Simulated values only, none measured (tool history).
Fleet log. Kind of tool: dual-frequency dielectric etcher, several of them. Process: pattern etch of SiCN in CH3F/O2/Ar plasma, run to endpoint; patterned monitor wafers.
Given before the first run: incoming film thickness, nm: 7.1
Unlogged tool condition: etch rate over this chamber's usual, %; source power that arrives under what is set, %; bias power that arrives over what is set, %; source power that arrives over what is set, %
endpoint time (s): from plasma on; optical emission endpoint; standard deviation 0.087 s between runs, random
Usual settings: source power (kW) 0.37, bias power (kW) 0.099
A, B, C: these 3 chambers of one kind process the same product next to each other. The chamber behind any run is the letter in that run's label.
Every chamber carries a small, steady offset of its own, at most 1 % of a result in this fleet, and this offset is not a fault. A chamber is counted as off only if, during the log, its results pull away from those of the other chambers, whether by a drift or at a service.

run	hour	source power (kW)	bias power (kW)	hours since the last wet clean	hours since the last source power generator calibration	hours since the last bias power generator calibration	endpoint time (s)
1B	10.6	0.37	0.099	274.3	996	842.3	17.289
2A	16.6	0.37	0.099	185.5	3646	1401.1	17.552
3C	25.2	0.37	0.099	257.2	450.7	57.7	17.547
4C	36.7	0.37	0.099	268.7	462.2	69.2	17.466
5B	43.3	0.37	0.099	307	1028.7	875	17.397
6A	53.6	0.37	0.099	222.5	3683	1438.1	17.491
7C	61.3	0.37	0.099	293.3	486.8	93.8	17.279
8A	70.1	0.37	0.099	239	3699.5	1454.6	17.52
9B	79.2	0.37	0.099	342.9	1064.6	910.9	17.319
10C	89.1	0.37	0.099	321.1	514.6	121.6	17.425
11A	96.6	0.37	0.099	265.5	3726	1481.1	17.676
12B	103.5	0.37	0.099	367.2	1088.9	935.2	17.248
13A	113.9	0.37	0.099	282.8	3743.3	1498.4	17.458
14B	124.6	0.37	0.099	388.3	1110	956.3	17.277
15C	132.8	0.37	0.099	364.8	558.3	165.3	17.425
# hour 139.9: chamber B: wet clean of the chamber
16A	141.6	0.37	0.099	310.5	3771	1526.1	17.375
17B	147.1	0.37	0.099	7.2	1132.5	978.8	16.49
18C	153.5	0.37	0.099	385.5	579	186	17.54
19B	163.4	0.37	0.099	23.5	1148.8	995.1	16.582
20A	172.3	0.37	0.099	341.2	3801.7	1556.8	17.628
21C	182.1	0.37	0.099	414.1	607.6	214.6	17.406
22C	191.7	0.42	0.099	423.7	617.2	224.2	16.45
23B	202	0.42	0.099	62.1	1187.4	1033.7	15.818
24A	213.3	0.42	0.099	382.2	3842.7	1597.8	16.6
25B	223.6	0.37	0.099	83.7	1209	1055.3	16.645
26A	230.6	0.3	0.081	399.5	3860	1615.1	20.294
27C	241.1	0.3	0.081	473.1	666.6	273.6	20.265
# hour 244.2: chamber C: wet clean of the chamber
28A	247.8	0.3	0.081	416.7	3877.2	1632.3	20.286
29B	254.4	0.37	0.099	114.5	1239.8	1086.1	16.681
30C	262.2	0.37	0.099	18.1	687.7	294.7	17.435
31B	267.6	0.37	0.099	127.7	1253	1099.3	16.524
32A	278.8	0.37	0.099	447.7	3908.2	1663.3	17.402
33C	289.2	0.37	0.099	45.1	714.7	321.7	17.284
34A	300.7	0.37	0.099	469.6	3930.1	1685.2	17.407
35C	311.2	0.37	0.118	67.1	736.7	343.7	16.215
36B	321.8	0.37	0.118	181.9	1307.2	1153.5	15.543
37B	329.2	0.37	0.118	189.3	1314.6	1160.9	15.498
38C	338.2	0.37	0.099	94.1	763.7	370.7	17.352
39A	347.1	0.37	0.099	516	3976.5	1731.6	17.457
40C	355.6	0.37	0.099	111.5	781.1	388.1	17.316
41B	363.8	0.37	0.099	223.9	1349.2	1195.5	16.591
42A	373.1	0.37	0.099	542	4002.5	1757.6	17.497
43B	379.7	0.37	0.099	239.8	1365.1	1211.4	16.523

Read the log: is a single chamber off, either drifting away or since a service, is the gauge that measures every chamber drifting, or is nothing wrong beyond small per-chamber offsets? Name any odd chamber and what most likely caused it.

A service left chamber B off against the others.
Likeliest cause: etch rate over this chamber's usual, % = 4.31.

Chamber B could run next with any of the 4 candidate recipes listed below; each alters the usual settings, and their results appear as question marks. Which one brings its results back in line with what the other chambers deliver on the usual settings?
In line means no further than this from the other chambers' mean on the usual settings: endpoint time (s) 0.31
44B-1	388	0.36	0.096				?
44B-2	388	0.35	0.092				?
44B-3	388	0.39	0.099				?
44B-4	388	0.42	0.099				?

On the usual settings, the other chambers give on average: endpoint time (s) 17.444
run	endpoint time (s)
44B-1	16.936
44B-2	17.387
44B-3	16.254
44B-4	15.814
44B-2 puts the chamber back in line with the other chambers.

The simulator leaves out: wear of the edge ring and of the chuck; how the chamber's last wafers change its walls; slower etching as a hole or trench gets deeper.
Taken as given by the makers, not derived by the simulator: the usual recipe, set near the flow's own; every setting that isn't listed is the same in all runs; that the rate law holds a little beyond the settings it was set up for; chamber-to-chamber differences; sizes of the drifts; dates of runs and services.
